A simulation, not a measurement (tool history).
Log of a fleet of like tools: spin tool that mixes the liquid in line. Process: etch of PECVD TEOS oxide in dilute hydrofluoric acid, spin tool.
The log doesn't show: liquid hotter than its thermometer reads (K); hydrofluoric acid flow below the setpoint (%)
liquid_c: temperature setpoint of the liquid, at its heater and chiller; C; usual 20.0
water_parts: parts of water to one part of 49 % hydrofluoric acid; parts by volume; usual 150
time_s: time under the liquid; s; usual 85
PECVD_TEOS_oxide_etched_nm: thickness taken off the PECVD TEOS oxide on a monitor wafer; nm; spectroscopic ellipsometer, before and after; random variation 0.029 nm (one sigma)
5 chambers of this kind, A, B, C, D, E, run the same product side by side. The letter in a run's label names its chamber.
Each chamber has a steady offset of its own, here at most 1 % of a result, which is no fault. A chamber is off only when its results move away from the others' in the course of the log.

run,hour,liquid_c,water_parts,time_s,hours since the thermometer was replaced,hours since the hydrofluoric acid flow meter was replaced,"read-back film thickness of the PECVD TEOS oxide reference wafer, read on the same gauge (nm)",PECVD_TEOS_oxide_etched_nm
1B,10.3,20.0,150,85,359.0,253.8,89.991,5.6788
2D,19.6,20.0,150,85,247.6,1212.7,90.006,5.5750
# hour 22.0: chamber A: hydrofluoric acid flow meter replaced
3A,26.8,20.0,150,85,1077.5,4.9,90.011,5.6650
4E,37.3,20.0,150,85,1484.4,1506.6,90.017,5.6610
5C,44.7,24.0,150,105,506.0,914.4,90.002,8.1811
6B,52.6,24.0,150,105,401.3,296.1,90.011,8.1226
7D,63.6,24.0,150,105,291.6,1256.7,89.995,8.0956
8C,72.2,24.0,150,105,533.5,941.9,90.012,8.2318
9E,80.0,24.0,150,105,1527.1,1549.3,89.978,8.1375
10A,85.8,20.0,150,85,1136.5,63.9,90.008,5.6629
11C,91.4,20.0,150,85,552.7,961.1,90.004,5.6536
12E,96.7,20.0,150,85,1543.8,1566.0,89.985,5.6278
13B,104.5,20.0,150,85,453.2,348.0,90.013,5.7127
14D,115.5,20.0,150,85,343.5,1308.6,89.998,5.6065
# hour 115.9: chamber E: thermometer replaced
15A,122.5,20.0,150,85,1173.2,100.6,89.975,5.6558
16B,133.4,20.0,150,85,482.1,376.9,90.003,5.7451
17D,142.5,20.0,150,85,370.5,1335.6,90.020,5.5695
18E,151.7,20.0,150,85,35.9,1621.0,89.996,5.5800
19C,162.7,17.5,150,85,624.0,1032.4,89.992,5.1229
20A,171.1,17.5,150,85,1221.8,149.2,89.973,5.1317
21A,179.1,17.5,150,85,1229.8,157.2,90.004,5.0638
22D,186.7,17.5,150,85,414.7,1379.8,89.989,5.0687
# hour 190.5: chamber E: hydrofluoric acid flow meter replaced
23B,193.6,17.5,150,85,542.3,437.1,90.001,5.3015
24E,200.9,20.0,150,85,85.1,10.5,90.017,5.5844
25C,208.0,20.0,150,85,669.3,1077.7,89.988,5.6785
26D,217.9,20.0,150,85,445.9,1411.0,90.016,5.6180
27B,227.7,20.0,150,85,576.4,471.2,89.997,5.8974
28C,237.8,20.0,150,85,699.1,1107.5,90.010,5.6937
29A,245.6,20.0,150,85,1296.3,223.7,89.994,5.6661
30E,251.1,20.0,150,85,135.3,60.7,89.985,5.6264
31A,260.7,17.5,150,85,1311.4,238.8,90.027,5.0617
32B,270.4,17.5,150,85,619.1,513.9,90.009,5.3536
33C,275.5,17.5,150,85,736.8,1145.2,89.991,5.0961
34E,284.8,17.5,150,85,169.0,94.4,89.997,5.1174

What goes on in this fleet: one chamber off, a drifting gauge, or nothing beyond the chambers' own small offsets? Name the chamber and the cause, if any.

Chamber B drifts away from the others.
Cause: liquid hotter than its thermometer reads (K) = 1.45.
The log may not tell that from: hydrofluoric acid flow above the setpoint (%).

Here are 4 candidates for chamber B's next run, each the usual settings with a change, their results left as question marks. Which one brings its results back in line with what the others give on the usual settings?
In line means no further than this from the other chambers' mean on the usual settings: PECVD_TEOS_oxide_etched_nm 0.1000 nm
35B-1,292.9,20.0,165,85,,,,?
35B-2,292.9,20.0,150,90,,,,?
35B-3,292.9,18.5,150,85,,,,?
35B-4,292.9,20.0,150,95,,,,?

The other chambers' mean on the usual settings: PECVD_TEOS_oxide_etched_nm 5.6306 nm
run,PECVD_TEOS_oxide_etched_nm
35B-1,5.3107
35B-2,6.2936
35B-3,5.5996
35B-4,6.6432
35B-3 brings the chamber back in line.
